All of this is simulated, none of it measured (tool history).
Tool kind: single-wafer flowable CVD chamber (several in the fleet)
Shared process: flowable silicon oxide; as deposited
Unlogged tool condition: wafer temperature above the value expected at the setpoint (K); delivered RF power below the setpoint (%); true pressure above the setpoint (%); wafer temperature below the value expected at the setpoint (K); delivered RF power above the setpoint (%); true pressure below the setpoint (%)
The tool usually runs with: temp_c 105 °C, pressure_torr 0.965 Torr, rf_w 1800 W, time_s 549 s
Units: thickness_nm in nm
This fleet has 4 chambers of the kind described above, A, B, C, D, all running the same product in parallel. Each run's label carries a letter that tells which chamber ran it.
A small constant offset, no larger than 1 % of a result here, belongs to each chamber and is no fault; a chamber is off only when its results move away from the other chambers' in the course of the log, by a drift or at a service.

| run | hour | temp_c | pressure_torr | rf_w | time_s | hours since the last thermocouple change | hours since the last RF generator calibration | hours since the last manometer calibration | read-back reference wafer on the same gauge, thickness_nm | thickness_nm |
|---|---|---|---|---|---|---|---|---|---|---|
| 1B | 14.5 | 105 | 0.965 | 1800 | 549 | 880.0 | 240.9 | 521.1 | 325.73 | 347.13 |
| 2C | 26.1 | 105 | 0.965 | 1800 | 549 | 646.8 | 697.0 | 48.9 | 325.55 | 345.50 |
| 3A | 37.5 | 105 | 0.965 | 1800 | 549 | 1156.0 | 1292.7 | 751.2 | 325.83 | 350.72 |
| 4D | 46.7 | 105 | 0.965 | 1800 | 549 | 1396.9 | 1122.3 | 2806.5 | 325.68 | 344.94 |
| 5D | 61.2 | 105 | 0.965 | 1800 | 549 | 1411.4 | 1136.8 | 2821.0 | 326.02 | 347.13 |
| 6C | 72.9 | 105 | 0.965 | 1800 | 549 | 693.6 | 743.8 | 95.7 | 326.18 | 346.79 |
| 7B | 79.9 | 116 | 0.965 | 1800 | 549 | 945.4 | 306.3 | 586.5 | 325.97 | 244.05 |
| 8A | 92.5 | 116 | 0.965 | 1800 | 549 | 1211.0 | 1347.7 | 806.2 | 326.18 | 246.39 |
| 9A | 106.8 | 116 | 0.965 | 1800 | 549 | 1225.3 | 1362.0 | 820.5 | 326.06 | 244.01 |
| 10C | 115.3 | 116 | 0.965 | 1800 | 549 | 736.0 | 786.2 | 138.1 | 326.18 | 244.69 |
|  | 129.6 | chamber C: RF generator calibrated |
| 11D | 130.2 | 105 | 0.965 | 1800 | 549 | 1480.4 | 1205.8 | 2890.0 | 326.14 | 347.11 |
| 12B | 141.8 | 105 | 0.965 | 2010 | 506 | 1007.3 | 368.2 | 648.4 | 325.81 | 329.94 |
| 13A | 151.9 | 105 | 0.965 | 2010 | 506 | 1270.4 | 1407.1 | 865.6 | 325.81 | 331.74 |
| 14D | 159.7 | 105 | 0.965 | 2010 | 506 | 1509.9 | 1235.3 | 2919.5 | 325.52 | 328.87 |
| 15C | 168.4 | 105 | 0.965 | 2010 | 506 | 789.1 | 38.9 | 191.2 | 326.06 | 326.74 |
| 16B | 177.8 | 105 | 0.965 | 1800 | 549 | 1043.3 | 404.2 | 684.4 | 325.66 | 354.68 |
| 17D | 187.6 | 105 | 0.965 | 1800 | 549 | 1537.8 | 1263.2 | 2947.4 | 326.50 | 345.66 |
| 18C | 200.1 | 105 | 0.965 | 1800 | 549 | 820.8 | 70.6 | 222.9 | 325.99 | 346.06 |
| 19A | 207.4 | 105 | 0.965 | 1800 | 549 | 1325.9 | 1462.6 | 921.1 | 326.21 | 349.91 |
| 20B | 222.9 | 105 | 0.965 | 1800 | 549 | 1088.4 | 449.3 | 729.5 | 326.05 | 358.44 |
| 21A | 229.8 | 105 | 0.965 | 1800 | 549 | 1348.3 | 1485.0 | 943.5 | 325.98 | 352.61 |
| 22C | 244.2 | 105 | 0.965 | 1800 | 549 | 864.9 | 114.7 | 267.0 | 326.32 | 347.52 |
| 23B | 254.6 | 105 | 0.965 | 1800 | 549 | 1120.1 | 481.0 | 761.2 | 325.96 | 365.66 |
| 24D | 269.2 | 105 | 0.965 | 1800 | 549 | 1619.4 | 1344.8 | 3029.0 | 326.04 | 345.48 |
| 25A | 282.2 | 105 | 0.965 | 1800 | 549 | 1400.7 | 1537.4 | 995.9 | 325.89 | 349.12 |
| 26B | 294.5 | 105 | 0.965 | 1800 | 549 | 1160.0 | 520.9 | 801.1 | 325.93 | 368.21 |

Next, all 4 chambers run the settings below, one line each with question marks for the results. What does each chamber give?
| 27A | 305.8 | 105 | 0.965 | 1800 | 549 |  |  |  |  | ? |
| 27B | 305.8 | 105 | 0.965 | 1800 | 549 |  |  |  |  | ? |
| 27C | 305.8 | 105 | 0.965 | 1800 | 549 |  |  |  |  | ? |
| 27D | 305.8 | 105 | 0.965 | 1800 | 549 |  |  |  |  | ? |

| run | thickness_nm |
|---|---|
| 27A | 351.05 |
| 27B | 369.18 |
| 27C | 349.05 |
| 27D | 347.16 |
